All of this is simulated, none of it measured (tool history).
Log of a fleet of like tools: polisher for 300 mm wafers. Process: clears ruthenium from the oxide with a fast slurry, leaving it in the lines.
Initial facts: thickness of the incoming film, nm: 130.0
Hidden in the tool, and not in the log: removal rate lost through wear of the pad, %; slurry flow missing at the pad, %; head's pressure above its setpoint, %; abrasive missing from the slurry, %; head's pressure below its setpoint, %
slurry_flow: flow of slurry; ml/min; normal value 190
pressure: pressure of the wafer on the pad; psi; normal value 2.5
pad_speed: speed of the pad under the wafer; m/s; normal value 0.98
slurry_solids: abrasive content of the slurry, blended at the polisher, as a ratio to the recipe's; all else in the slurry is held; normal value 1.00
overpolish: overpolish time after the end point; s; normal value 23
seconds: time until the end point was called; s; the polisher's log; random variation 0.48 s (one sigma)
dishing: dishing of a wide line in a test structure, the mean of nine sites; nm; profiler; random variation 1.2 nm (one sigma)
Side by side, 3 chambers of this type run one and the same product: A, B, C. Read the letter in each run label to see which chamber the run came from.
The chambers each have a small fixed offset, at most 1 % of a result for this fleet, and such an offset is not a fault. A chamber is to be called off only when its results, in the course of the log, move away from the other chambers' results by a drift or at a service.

run   hour  slurry_flow  pressure  pad_speed  slurry_solids  overpolish  wafers polished on this pad  hours since the slurry nozzle was cleaned  hours since the head pressure was calibrated  hours since the slurry blender was calibrated  seconds  dishing
 1A    7.5          190       2.5       0.98           1.00          23                          181                                       91.9                                         733.1                                           61.2   31.703   69.444
 2B   13.9          190       2.5       0.98           1.00          23                          371                                      607.5                                         540.6                                          155.4   31.867   67.354
      15.7  -- chamber B: head pressure recalibrated
 3C   21.1          190       2.5       0.98           1.00          23                          567                                      454.9                                          78.6                                           64.0   31.916   68.791
 4B   26.9          190       2.5       0.98           1.00          23                          546                                      620.5                                          11.3                                          168.4   32.482   69.580
 5A   33.4          190       2.5       0.98           1.00          23                          528                                      117.8                                         759.0                                           87.1   32.444   68.644
      39.9  -- chamber B: slurry blender recalibrated
      42.7  -- chamber C: worn pad replaced by a new one
 6C   44.5          190       2.5       0.98           1.00          23                           24                                      478.3                                         102.0                                           87.4   31.772   68.166
      46.9  -- chamber B: worn pad replaced by a new one
      53.1  -- chamber A: worn pad replaced by a new one
 7A   54.7          190       2.5       0.98           1.00          23                           22                                      139.1                                         780.3                                          108.4   32.168   70.309
 8C   62.8          130       2.5       0.98           1.20          23                          270                                      496.6                                         120.3                                          105.7   31.952   70.246
 9B   73.1          130       2.5       0.98           1.20          23                          352                                      666.7                                          57.5                                           33.2   30.445   69.487
      75.1  -- chamber A: head pressure recalibrated
10C   80.5          130       2.5       0.98           1.20          23                          507                                      514.3                                         138.0                                          123.4   31.326   68.183
      82.5  -- chamber A: slurry blender recalibrated
11A   89.2          190       2.5       0.98           1.00          23                          484                                      173.6                                          14.2                                            6.8   32.276   69.210
12B   94.1          145       1.8       0.98           1.00          23                          633                                      687.7                                          78.5                                           54.2   45.332   52.131
     102.3  -- chamber C: worn pad replaced by a new one
13B  103.4          145       1.8       0.98           1.00          23                          758                                      697.0                                          87.8                                           63.5   44.810   50.845
     104.8  -- chamber A: worn pad replaced by a new one
     106.7  -- chamber B: worn pad replaced by a new one
14A  110.0          145       1.8       0.98           1.00          23                           70                                      194.4                                          35.0                                           27.6   46.670   50.594
15C  115.4          190       1.9       0.98           0.75          23                          176                                      549.2                                         172.9                                          158.3   48.716   47.698
16B  126.4          190       1.9       0.98           0.75          23                          265                                      720.0                                         110.8                                           86.5   47.862   49.542
17C  131.6          190       1.9       0.98           0.75          23                          394                                      565.4                                         189.1                                          174.5   48.676   50.837
     132.9  -- chamber B: slurry nozzle cleaned
18A  136.5          190       2.5       0.98           1.00          23                          426                                      220.9                                          61.5                                           54.1   31.992   67.536
19C  142.1          190       2.5       0.98           1.00          23                          535                                      575.9                                         199.6                                          185.0   31.318   69.407
20B  148.6          190       2.5       0.98           1.00          23                          563                                       15.8                                         133.0                                          108.7   32.648   70.944
     153.1  -- chamber C: worn pad replaced by a new one
21A  159.4          190       2.5       0.98           1.00          23                          733                                      243.8                                          84.4                                           77.0   32.009   68.241
     161.9  -- chamber B: worn pad replaced by a new one
     163.4  -- chamber C: slurry nozzle cleaned
     165.8  -- chamber A: worn pad replaced by a new one
22B  165.8          190       2.5       0.98           1.00          23                           52                                       33.0                                         150.2                                          125.9   31.462   69.118
23A  176.1          190       2.5       0.98           1.00          23                          139                                      260.5                                         101.1                                           93.7   32.764   68.492
24C  181.3          190       2.5       0.98           1.00          23                          379                                       18.0                                         238.8                                          224.2   32.561   69.679
25C  191.4          190       2.5       0.98           1.00          23                          515                                       28.1                                         248.9                                          234.3   32.668   70.251
26B  200.4          190       2.5       0.98           1.00          23                          517                                       67.6                                         184.8                                          160.5   31.966   69.326
     203.2  -- chamber B: slurry blender recalibrated
27A  209.2          190       2.5       0.98           1.00          23                          583                                      293.6                                         134.2                                          126.8   31.675   67.387
     210.8  -- chamber B: worn pad replaced by a new one
     211.8  -- chamber C: worn pad replaced by a new one
28C  220.2          190       2.5       0.98           1.00          23                          113                                       56.9                                         277.7                                          263.1   31.881   68.455
     220.9  -- chamber A: worn pad replaced by a new one
29B  228.5          190       2.5       0.98           1.00          23                          238                                       95.7                                         212.9                                           25.3   31.702   70.024
     236.2  -- chamber A: slurry blender recalibrated
30A  238.6          190       2.5       0.98           1.00          23                          237                                      323.0                                         163.6                                            2.4   31.492   69.059
31B  244.7          190       2.5       0.98           1.00          23                          455                                      111.9                                         229.1                                           41.5   31.302   69.891
32A  250.0          190       2.5       0.98           1.00          23                          390                                      334.4                                         175.0                                           13.8   32.637   70.139
     258.5  -- chamber B: worn pad replaced by a new one
33C  258.5          210       2.5       1.18           1.00          23                          627                                       95.2                                         316.0                                          301.4   25.848   79.503
34B  266.4          210       2.5       1.18           1.00          23                          107                                      133.6                                         250.8                                           63.2   25.763   79.884

Read the log: is a single chamber off, either drifting away or since a service, is the gauge that measures every chamber drifting, or is nothing wrong beyond small per-chamber offsets? Name any odd chamber and what most likely caused it.

Neither any chamber nor the gauge drifts; the chambers differ only by their own small, steady offsets.
